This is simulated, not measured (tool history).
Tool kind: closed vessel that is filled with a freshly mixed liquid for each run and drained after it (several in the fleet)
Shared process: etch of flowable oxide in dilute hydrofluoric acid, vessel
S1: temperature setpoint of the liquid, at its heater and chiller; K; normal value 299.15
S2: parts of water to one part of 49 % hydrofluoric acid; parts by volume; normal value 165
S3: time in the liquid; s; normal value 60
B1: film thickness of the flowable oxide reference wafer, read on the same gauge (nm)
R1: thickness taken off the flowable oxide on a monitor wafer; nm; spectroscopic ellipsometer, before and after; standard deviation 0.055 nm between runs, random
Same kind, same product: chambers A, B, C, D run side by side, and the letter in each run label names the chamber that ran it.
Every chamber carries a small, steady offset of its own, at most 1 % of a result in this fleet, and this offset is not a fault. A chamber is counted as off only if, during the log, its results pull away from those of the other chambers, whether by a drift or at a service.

run	hour	S1	S2	S3	B1	R1
1A	4.3	299.15	165	60	90.009	11.5200
2B	10.1	299.15	165	60	89.991	11.4040
3D	16.1	299.15	165	60	90.004	11.4630
4C	19.8	299.15	165	60	90.009	11.4430
5A	25.2	299.15	165	60	89.987	11.5240
6D	29.7	299.15	165	60	89.964	11.6100
7C	38.3	299.15	165	60	89.968	11.4350
# hour 40.5: chamber A: hydrofluoric acid flow meter replaced
8B	42.8	299.15	165	60	89.927	11.4430
9D	48.3	299.15	165	60	89.967	11.5120
10B	55.9	299.15	165	60	89.969	11.4660
11A	63.6	299.15	165	60	90.005	11.5410
12C	68.2	299.15	165	60	90.001	11.4820
13C	75.9	299.15	165	60	89.973	11.3980
14D	83.8	299.15	165	60	90.015	11.5160
15A	88.8	299.15	165	60	90.009	11.5720
16B	95.7	299.15	165	60	90.009	11.4520
17D	102.2	299.15	165	60	89.979	11.5010
18A	106.5	299.15	165	60	90.036	11.6730
19B	114.0	299.15	165	60	89.981	11.5370
20C	119.5	299.15	165	60	89.989	11.4110
21D	128.2	299.15	165	60	89.957	11.4820
22B	136.2	299.15	165	60	90.008	11.3900
23A	141.4	299.15	165	60	90.018	11.5790
24C	145.9	299.15	165	60	90.010	11.4040
25A	154.4	299.15	165	60	90.018	11.6290
26D	162.8	299.15	165	60	90.050	11.1600
27B	167.8	299.15	165	60	90.019	11.5180
28C	172.6	299.15	165	60	90.023	11.5390
29C	177.7	299.15	165	60	90.057	11.3680
30B	181.6	299.15	165	60	90.006	11.4540
31A	186.6	299.15	165	60	90.005	11.5570
32D	192.9	299.15	165	60	89.967	11.0820
33D	201.6	295.15	165	90	89.968	14.1790
34A	210.2	295.15	165	90	89.996	14.9300
35B	214.4	295.15	165	90	90.013	14.7320
36C	219.7	295.15	165	90	89.978	14.8760
37D	223.6	299.15	165	60	90.009	10.9420
38B	229.3	299.15	165	60	90.004	11.4590
39C	234.8	299.15	165	60	90.025	11.4680
40A	243.3	299.15	165	60	89.997	11.5480
41B	250.7	299.15	165	60	89.978	11.5000
42A	255.7	299.15	165	60	90.061	11.5960
43C	261.1	299.15	165	60	89.959	11.4470

All 4 chambers run these settings next. Forecast each chamber's results:
44A	267.4	299.15	165	35		?
44B	267.4	299.15	165	35		?
44C	267.4	299.15	165	35		?
44D	267.4	299.15	165	35		?

run	R1
44A	6.7812
44B	6.6381
44C	6.6791
44D	6.2938
